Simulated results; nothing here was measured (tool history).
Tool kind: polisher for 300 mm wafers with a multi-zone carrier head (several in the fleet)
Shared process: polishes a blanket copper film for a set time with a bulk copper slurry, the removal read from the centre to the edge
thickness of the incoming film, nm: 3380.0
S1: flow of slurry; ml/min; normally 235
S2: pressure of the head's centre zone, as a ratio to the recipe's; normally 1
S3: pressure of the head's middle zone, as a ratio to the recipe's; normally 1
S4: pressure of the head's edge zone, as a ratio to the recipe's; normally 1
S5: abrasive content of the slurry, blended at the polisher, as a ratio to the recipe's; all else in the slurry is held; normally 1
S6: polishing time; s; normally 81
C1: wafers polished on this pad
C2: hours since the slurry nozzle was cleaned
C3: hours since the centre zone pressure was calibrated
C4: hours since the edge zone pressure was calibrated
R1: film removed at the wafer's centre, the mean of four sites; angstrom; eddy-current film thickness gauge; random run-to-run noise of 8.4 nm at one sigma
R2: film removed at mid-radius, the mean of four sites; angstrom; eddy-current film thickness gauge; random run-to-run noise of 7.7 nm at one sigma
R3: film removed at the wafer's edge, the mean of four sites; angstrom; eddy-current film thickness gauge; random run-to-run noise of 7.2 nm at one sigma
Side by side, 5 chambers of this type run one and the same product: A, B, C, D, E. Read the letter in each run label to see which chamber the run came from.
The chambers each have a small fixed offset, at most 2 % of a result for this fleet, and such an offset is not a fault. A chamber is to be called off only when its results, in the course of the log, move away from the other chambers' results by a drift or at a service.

{"hour": 3.4, "done": "chamber A: worn pad replaced by a new one"}
{"run": "1E", "hour": 5.2, "S1": 235, "S2": 1, "S3": 1, "S4": 1, "S5": 1, "S6": 81, "C1": 284, "C2": 67.2, "C3": 125.7, "C4": 123.6, "R1": 7734.2, "R2": 7879.2, "R3": 7699.8}
{"hour": 11.1, "done": "chamber B: centre zone pressure recalibrated"}
{"run": "2B", "hour": 13.8, "S1": 235, "S2": 1, "S3": 1, "S4": 1, "S5": 1, "S6": 81, "C1": 237, "C2": 68.6, "C3": 2.8, "C4": 394.1, "R1": 7895, "R2": 7837.1, "R3": 7878.2}
{"run": "3A", "hour": 20.2, "S1": 235, "S2": 1, "S3": 1, "S4": 1, "S5": 1, "S6": 81, "C1": 156, "C2": 192.6, "C3": 420.7, "C4": 340.8, "R1": 7908.6, "R2": 7801.7, "R3": 7748.1}
{"run": "4C", "hour": 27.3, "S1": 235, "S2": 1, "S3": 1, "S4": 1, "S5": 1, "S6": 81, "C1": 659, "C2": 469.4, "C3": 188.6, "C4": 296.1, "R1": 7759.5, "R2": 7680.2, "R3": 7758.8}
{"run": "5D", "hour": 35.1, "S1": 235, "S2": 1, "S3": 1, "S4": 1, "S5": 1, "S6": 81, "C1": 1372, "C2": 214.2, "C3": 711, "C4": 790.8, "R1": 7770.4, "R2": 7864.3, "R3": 7807.1}
{"run": "6A", "hour": 39.4, "S1": 235, "S2": 1, "S3": 1, "S4": 1, "S5": 1, "S6": 81, "C1": 334, "C2": 211.8, "C3": 439.9, "C4": 360, "R1": 7781.4, "R2": 7867.7, "R3": 7716.9}
{"hour": 42.7, "done": "chamber D: worn pad replaced by a new one"}
{"run": "7C", "hour": 43.5, "S1": 235, "S2": 1, "S3": 1, "S4": 1, "S5": 1, "S6": 81, "C1": 809, "C2": 485.6, "C3": 204.8, "C4": 312.3, "R1": 7798.7, "R2": 7791.8, "R3": 7774.5}
{"run": "8D", "hour": 49.9, "S1": 235, "S2": 1, "S3": 1, "S4": 1, "S5": 1, "S6": 81, "C1": 66, "C2": 229, "C3": 725.8, "C4": 805.6, "R1": 7699, "R2": 7869.2, "R3": 7940.9}
{"run": "9E", "hour": 54.3, "S1": 235, "S2": 1, "S3": 1, "S4": 1, "S5": 1, "S6": 81, "C1": 740, "C2": 116.3, "C3": 174.8, "C4": 172.7, "R1": 7727.8, "R2": 7801.4, "R3": 7805.7}
{"hour": 56.1, "done": "chamber A: centre zone pressure recalibrated"}
{"hour": 58.9, "done": "chamber A: slurry nozzle cleaned"}
{"run": "10B", "hour": 59.3, "S1": 235, "S2": 1, "S3": 1, "S4": 1, "S5": 1, "S6": 81, "C1": 660, "C2": 114.1, "C3": 48.3, "C4": 439.6, "R1": 7724.9, "R2": 7657.2, "R3": 7889.8}
{"hour": 61.2, "done": "chamber A: worn pad replaced by a new one"}
{"run": "11A", "hour": 63.4, "S1": 235, "S2": 1, "S3": 1, "S4": 1, "S5": 1, "S6": 81, "C1": 20, "C2": 4.5, "C3": 7.3, "C4": 384, "R1": 7697.2, "R2": 7788.7, "R3": 7752}
{"run": "12B", "hour": 69.5, "S1": 235, "S2": 1, "S3": 1, "S4": 1, "S5": 1, "S6": 81, "C1": 755, "C2": 124.3, "C3": 58.5, "C4": 449.8, "R1": 7709.9, "R2": 7714.1, "R3": 7908.5}
{"hour": 73.8, "done": "chamber E: worn pad replaced by a new one"}
{"run": "13D", "hour": 77.6, "S1": 235, "S2": 1, "S3": 1, "S4": 1, "S5": 1, "S6": 81, "C1": 324, "C2": 256.7, "C3": 753.5, "C4": 833.3, "R1": 7966.8, "R2": 7896.1, "R3": 7779.4}
{"run": "14C", "hour": 83.6, "S1": 235, "S2": 1, "S3": 1, "S4": 1, "S5": 1, "S6": 81, "C1": 1182, "C2": 525.7, "C3": 244.9, "C4": 352.4, "R1": 7572.1, "R2": 7723.8, "R3": 7678}
{"hour": 86.9, "done": "chamber C: worn pad replaced by a new one"}
{"run": "15E", "hour": 91.1, "S1": 235, "S2": 1, "S3": 1, "S4": 1, "S5": 1, "S6": 81, "C1": 161, "C2": 153.1, "C3": 211.6, "C4": 209.5, "R1": 7793.7, "R2": 7937.4, "R3": 7866.4}
{"run": "16C", "hour": 98.1, "S1": 235, "S2": 1, "S3": 1, "S4": 1, "S5": 1, "S6": 81, "C1": 104, "C2": 540.2, "C3": 259.4, "C4": 366.9, "R1": 7483.4, "R2": 7849.2, "R3": 7742.3}
{"run": "17B", "hour": 101.8, "S1": 235, "S2": 1, "S3": 1, "S4": 1, "S5": 1, "S6": 81, "C1": 1055, "C2": 156.6, "C3": 90.8, "C4": 482.1, "R1": 7842.6, "R2": 7656.9, "R3": 7939}
{"run": "18D", "hour": 107.4, "S1": 235, "S2": 1, "S3": 1, "S4": 1, "S5": 1, "S6": 81, "C1": 600, "C2": 286.5, "C3": 783.3, "C4": 863.1, "R1": 7710.2, "R2": 7867.4, "R3": 7716.2}
{"run": "19A", "hour": 113.9, "S1": 235, "S2": 1, "S3": 1, "S4": 1, "S5": 1, "S6": 81, "C1": 489, "C2": 55, "C3": 57.8, "C4": 434.5, "R1": 7758.8, "R2": 7834.8, "R3": 7777.4}
{"hour": 118.3, "done": "chamber A: worn pad replaced by a new one"}
{"run": "20E", "hour": 121.4, "S1": 235, "S2": 1, "S3": 1, "S4": 1, "S5": 1, "S6": 81, "C1": 442, "C2": 183.4, "C3": 241.9, "C4": 239.8, "R1": 7762.9, "R2": 7791.5, "R3": 7801.7}
{"run": "21C", "hour": 127.0, "S1": 235, "S2": 1, "S3": 1, "S4": 1, "S5": 1, "S6": 81, "C1": 372, "C2": 569.1, "C3": 288.3, "C4": 395.8, "R1": 7331.9, "R2": 7779.7, "R3": 7732.3}
{"hour": 128.3, "done": "chamber B: worn pad replaced by a new one"}
{"run": "22D", "hour": 133.7, "S1": 280, "S2": 1, "S3": 1, "S4": 0.96, "S5": 1, "S6": 81, "C1": 845, "C2": 312.8, "C3": 809.6, "C4": 889.4, "R1": 7911.3, "R2": 8191.8, "R3": 7679.5}
{"run": "23B", "hour": 137.6, "S1": 280, "S2": 1, "S3": 1, "S4": 0.96, "S5": 1, "S6": 81, "C1": 86, "C2": 192.4, "C3": 126.6, "C4": 517.9, "R1": 7894.9, "R2": 7947.4, "R3": 7923.4}
{"run": "24E", "hour": 144.0, "S1": 280, "S2": 1, "S3": 1, "S4": 0.96, "S5": 1, "S6": 81, "C1": 652, "C2": 206, "C3": 264.5, "C4": 262.4, "R1": 7836.5, "R2": 7866.4, "R3": 7763}
{"run": "25A", "hour": 150.2, "S1": 280, "S2": 1, "S3": 1, "S4": 0.96, "S5": 1, "S6": 81, "C1": 296, "C2": 91.3, "C3": 94.1, "C4": 470.8, "R1": 7876.9, "R2": 7943.4, "R3": 7663.5}
{"run": "26B", "hour": 156.7, "S1": 280, "S2": 1, "S3": 1, "S4": 0.96, "S5": 1, "S6": 81, "C1": 263, "C2": 211.5, "C3": 145.7, "C4": 537, "R1": 8041.9, "R2": 7882, "R3": 7815.8}
{"run": "27A", "hour": 161.5, "S1": 235, "S2": 1, "S3": 1, "S4": 0.95, "S5": 1, "S6": 81, "C1": 401, "C2": 102.6, "C3": 105.4, "C4": 482.1, "R1": 7534, "R2": 7859.5, "R3": 7483.5}
{"run": "28C", "hour": 167.5, "S1": 235, "S2": 1, "S3": 1, "S4": 0.95, "S5": 1, "S6": 81, "C1": 748, "C2": 609.6, "C3": 328.8, "C4": 436.3, "R1": 7043.5, "R2": 7852.4, "R3": 7366.4}
{"hour": 171.8, "done": "chamber E: worn pad replaced by a new one"}
{"hour": 172.5, "done": "chamber D: worn pad replaced by a new one"}
{"run": "29E", "hour": 174.1, "S1": 235, "S2": 1, "S3": 1, "S4": 0.95, "S5": 1, "S6": 81, "C1": 21, "C2": 236.1, "C3": 294.6, "C4": 292.5, "R1": 7755.7, "R2": 7904.8, "R3": 7562}
{"hour": 177.4, "done": "chamber C: edge zone pressure recalibrated"}
{"run": "30D", "hour": 181.3, "S1": 235, "S2": 1, "S3": 1, "S4": 0.95, "S5": 1, "S6": 81, "C1": 82, "C2": 360.4, "C3": 857.2, "C4": 937, "R1": 7711.3, "R2": 7834.3, "R3": 7518.8}
{"hour": 183.4, "done": "chamber A: worn pad replaced by a new one"}
{"run": "31C", "hour": 187.4, "S1": 235, "S2": 1, "S3": 1, "S4": 0.95, "S5": 1, "S6": 81, "C1": 933, "C2": 629.5, "C3": 348.7, "C4": 10.1, "R1": 7049.4, "R2": 7637.7, "R3": 7364.8}
{"run": "32B", "hour": 195.0, "S1": 195, "S2": 1, "S3": 1, "S4": 1, "S5": 1, "S6": 81, "C1": 619, "C2": 249.8, "C3": 184, "C4": 575.3, "R1": 7624.7, "R2": 7589, "R3": 7670.8}
{"run": "33A", "hour": 203.3, "S1": 195, "S2": 1, "S3": 1, "S4": 1, "S5": 1, "S6": 81, "C1": 185, "C2": 144.4, "C3": 147.2, "C4": 523.9, "R1": 7564.9, "R2": 7804.2, "R3": 7670.3}
{"run": "34D", "hour": 207.8, "S1": 195, "S2": 1, "S3": 1, "S4": 1, "S5": 1, "S6": 81, "C1": 328, "C2": 386.9, "C3": 883.7, "C4": 963.5, "R1": 7438, "R2": 7668.7, "R3": 7551.4}
{"run": "35E", "hour": 215.9, "S1": 195, "S2": 1, "S3": 1, "S4": 1, "S5": 1, "S6": 81, "C1": 409, "C2": 277.9, "C3": 336.4, "C4": 334.3, "R1": 7466, "R2": 7776.5, "R3": 7603.4}

All chambers now run identical settings, listed one chamber a line with results as question marks. What results will each chamber show?
{"run": "36A", "hour": 222.1, "S1": 235, "S2": 1, "S3": 1, "S4": 1, "S5": 1, "S6": 81, "R1": "?", "R2": "?", "R3": "?"}
{"run": "36B", "hour": 222.1, "S1": 235, "S2": 1, "S3": 1, "S4": 1, "S5": 1, "S6": 81, "R1": "?", "R2": "?", "R3": "?"}
{"run": "36C", "hour": 222.1, "S1": 235, "S2": 1, "S3": 1, "S4": 1, "S5": 1, "S6": 81, "R1": "?", "R2": "?", "R3": "?"}
{"run": "36D", "hour": 222.1, "S1": 235, "S2": 1, "S3": 1, "S4": 1, "S5": 1, "S6": 81, "R1": "?", "R2": "?", "R3": "?"}
{"run": "36E", "hour": 222.1, "S1": 235, "S2": 1, "S3": 1, "S4": 1, "S5": 1, "S6": 81, "R1": "?", "R2": "?", "R3": "?"}

run=36A R1=7793.7 R2=7830.6 R3=7906.3
run=36B R1=7676.6 R2=7662 R3=7916.2
run=36C R1=6831.5 R2=7726.6 R3=7522.9
run=36D R1=7737.1 R2=7896.3 R3=7818.9
run=36E R1=7771.3 R2=7901.7 R3=7910.1

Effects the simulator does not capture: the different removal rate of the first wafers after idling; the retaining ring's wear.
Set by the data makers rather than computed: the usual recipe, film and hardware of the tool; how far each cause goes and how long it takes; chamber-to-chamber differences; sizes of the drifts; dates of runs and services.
